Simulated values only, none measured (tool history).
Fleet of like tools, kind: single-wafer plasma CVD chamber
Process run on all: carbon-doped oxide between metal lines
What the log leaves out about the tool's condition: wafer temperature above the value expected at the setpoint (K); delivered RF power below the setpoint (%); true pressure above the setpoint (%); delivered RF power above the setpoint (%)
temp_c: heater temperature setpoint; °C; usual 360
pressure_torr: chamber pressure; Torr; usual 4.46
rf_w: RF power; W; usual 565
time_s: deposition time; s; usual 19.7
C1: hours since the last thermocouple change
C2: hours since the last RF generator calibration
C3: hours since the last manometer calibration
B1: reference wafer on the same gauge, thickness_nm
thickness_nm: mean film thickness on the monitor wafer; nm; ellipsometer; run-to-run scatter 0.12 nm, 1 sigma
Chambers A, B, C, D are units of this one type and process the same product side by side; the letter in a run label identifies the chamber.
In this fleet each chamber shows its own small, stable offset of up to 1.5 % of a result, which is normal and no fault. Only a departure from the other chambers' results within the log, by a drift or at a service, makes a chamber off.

Run 1C, hour 10.2: usual settings; C1 470.4; C2 360.3; C3 835.4; B1 110.02. Result: thickness_nm 104.200 nm.
Run 2D, hour 17.2: usual settings; C1 384.6; C2 154.8; C3 149.5; B1 110.04. Result: thickness_nm 103.490 nm.
Run 3A, hour 23.7: usual settings; C1 1469.1; C2 582.0; C3 1127.2; B1 110.04. Result: thickness_nm 104.660 nm.
Run 4B, hour 30.5: usual settings; C1 1547.0; C2 101.3; C3 1226.6; B1 110.04. Result: thickness_nm 105.110 nm.
Run 5A, hour 40.2: usual settings but pressure_torr 5.21 Torr; C1 1485.6; C2 598.5; C3 1143.7; B1 110.05. Result: thickness_nm 106.880 nm.
Run 6C, hour 46.1: usual settings but pressure_torr 5.21 Torr; C1 506.3; C2 396.2; C3 871.3; B1 110.09. Result: thickness_nm 106.780 nm.
Run 7D, hour 54.7: usual settings but pressure_torr 5.21 Torr; C1 422.1; C2 192.3; C3 187.0; B1 110.10. Result: thickness_nm 105.810 nm.
Run 8B, hour 59.6: usual settings but pressure_torr 5.21 Torr; C1 1576.1; C2 130.4; C3 1255.7; B1 110.08. Result: thickness_nm 107.530 nm.
Run 9C, hour 66.7: usual settings; C1 526.9; C2 416.8; C3 891.9; B1 110.11. Result: thickness_nm 104.570 nm.
Run 10B, hour 74.1: usual settings; C1 1590.6; C2 144.9; C3 1270.2; B1 110.14. Result: thickness_nm 105.230 nm.
Run 11A, hour 81.5: usual settings; C1 1526.9; C2 639.8; C3 1185.0; B1 110.13. Result: thickness_nm 105.100 nm.
Run 12D, hour 91.0: usual settings; C1 458.4; C2 228.6; C3 223.3; B1 110.16. Result: thickness_nm 103.530 nm.
Run 13D, hour 101.6: usual settings; C1 469.0; C2 239.2; C3 233.9; B1 110.19. Result: thickness_nm 103.630 nm.
Run 14C, hour 107.0: usual settings; C1 567.2; C2 457.1; C3 932.2; B1 110.19. Result: thickness_nm 104.730 nm.
Run 15B, hour 116.6: usual settings; C1 1633.1; C2 187.4; C3 1312.7; B1 110.20. Result: thickness_nm 105.390 nm.
Run 16A, hour 122.5: usual settings; C1 1567.9; C2 680.8; C3 1226.0; B1 110.17. Result: thickness_nm 104.940 nm.
Run 17C, hour 127.5: usual settings; C1 587.7; C2 477.6; C3 952.7; B1 110.20. Result: thickness_nm 104.590 nm.
Run 18A, hour 134.2: usual settings; C1 1579.6; C2 692.5; C3 1237.7; B1 110.20. Result: thickness_nm 104.870 nm.
Run 19B, hour 140.1: usual settings; C1 1656.6; C2 210.9; C3 1336.2; B1 110.22. Result: thickness_nm 105.220 nm.
Run 20D, hour 150.3: usual settings; C1 517.7; C2 287.9; C3 282.6; B1 110.22. Result: thickness_nm 103.690 nm.
Run 21D, hour 160.5: usual settings but pressure_torr 5.52 Torr, time_s 16.8 s; C1 527.9; C2 298.1; C3 292.8; B1 110.28. Result: thickness_nm 91.320 nm.
Run 22B, hour 165.9: usual settings but pressure_torr 5.52 Torr, time_s 16.8 s; C1 1682.4; C2 236.7; C3 1362.0; B1 110.26. Result: thickness_nm 92.960 nm.
Run 23A, hour 171.1: usual settings but pressure_torr 5.52 Torr, time_s 16.8 s; C1 1616.5; C2 729.4; C3 1274.6; B1 110.26. Result: thickness_nm 92.584 nm.
Run 24C, hour 178.5: usual settings but pressure_torr 5.52 Torr, time_s 16.8 s; C1 638.7; C2 528.6; C3 1003.7; B1 110.26. Result: thickness_nm 92.343 nm.
Run 25D, hour 183.3: usual settings; C1 550.7; C2 320.9; C3 315.6; B1 110.28. Result: thickness_nm 103.590 nm.
Run 26A, hour 194.1: usual settings; C1 1639.5; C2 752.4; C3 1297.6; B1 110.30. Result: thickness_nm 104.850 nm.
Run 27B, hour 204.0: usual settings; C1 1720.5; C2 274.8; C3 1400.1; B1 110.33. Result: thickness_nm 105.480 nm.
Run 28C, hour 213.2: usual settings; C1 673.4; C2 563.3; C3 1038.4; B1 110.30. Result: thickness_nm 104.770 nm.
Run 29B, hour 220.8: usual settings but temp_c 369 °C, pressure_torr 3.43 Torr; C1 1737.3; C2 291.6; C3 1416.9; B1 110.35. Result: thickness_nm 99.992 nm.
Run 30D, hour 228.0: usual settings but temp_c 369 °C, pressure_torr 3.43 Torr; C1 595.4; C2 365.6; C3 360.3; B1 110.34. Result: thickness_nm 98.452 nm.
Run 31C, hour 236.4: usual settings but temp_c 369 °C, pressure_torr 3.43 Torr; C1 696.6; C2 586.5; C3 1061.6; B1 110.40. Result: thickness_nm 99.423 nm.
Run 32A, hour 241.6: usual settings but temp_c 369 °C, pressure_torr 3.43 Torr; C1 1687.0; C2 799.9; C3 1345.1; B1 110.39. Result: thickness_nm 99.502 nm.
Run 33C, hour 248.3: usual settings; C1 708.5; C2 598.4; C3 1073.5; B1 110.42. Result: thickness_nm 104.740 nm.
Run 34A, hour 255.1: usual settings; C1 1700.5; C2 813.4; C3 1358.6; B1 110.36. Result: thickness_nm 105.200 nm.
Run 35B, hour 265.3: usual settings; C1 1781.8; C2 336.1; C3 1461.4; B1 110.43. Result: thickness_nm 105.630 nm.
Run 36D, hour 275.5: usual settings but pressure_torr 5.02 Torr; C1 642.9; C2 413.1; C3 407.8; B1 110.45. Result: thickness_nm 105.460 nm.
Run 37D, hour 280.8: usual settings but pressure_torr 5.02 Torr; C1 648.2; C2 418.4; C3 413.1; B1 110.45. Result: thickness_nm 105.590 nm.
Run 38B, hour 289.2: usual settings but pressure_torr 5.02 Torr; C1 1805.7; C2 360.0; C3 1485.3; B1 110.44. Result: thickness_nm 107.310 nm.
Run 39A, hour 295.7: usual settings but pressure_torr 5.02 Torr; C1 1741.1; C2 854.0; C3 1399.2; B1 110.45. Result: thickness_nm 106.730 nm.
Run 40C, hour 303.5: usual settings; C1 763.7; C2 653.6; C3 1128.7; B1 110.50. Result: thickness_nm 104.870 nm.
Run 41B, hour 311.0: usual settings but temp_c 352 °C; C1 1827.5; C2 381.8; C3 1507.1; B1 110.49. Result: thickness_nm 108.010 nm.
Run 42A, hour 321.5: usual settings but temp_c 352 °C; C1 1766.9; C2 879.8; C3 1425.0; B1 110.51. Result: thickness_nm 107.290 nm.
Run 43C, hour 327.4: usual settings but temp_c 352 °C; C1 787.6; C2 677.5; C3 1152.6; B1 110.50. Result: thickness_nm 107.470 nm.

All 4 chambers run these settings next. Forecast each chamber's results:
Run 44A, hour 335.2: usual settings but temp_c 368 °C. Result: thickness_nm ?.
Run 44B, hour 335.2: usual settings but temp_c 368 °C. Result: thickness_nm ?.
Run 44C, hour 335.2: usual settings but temp_c 368 °C. Result: thickness_nm ?.
Run 44D, hour 335.2: usual settings but temp_c 368 °C. Result: thickness_nm ?.

run  thickness_nm
44A       103.270
44B       103.520
44C       102.690
44D       101.720

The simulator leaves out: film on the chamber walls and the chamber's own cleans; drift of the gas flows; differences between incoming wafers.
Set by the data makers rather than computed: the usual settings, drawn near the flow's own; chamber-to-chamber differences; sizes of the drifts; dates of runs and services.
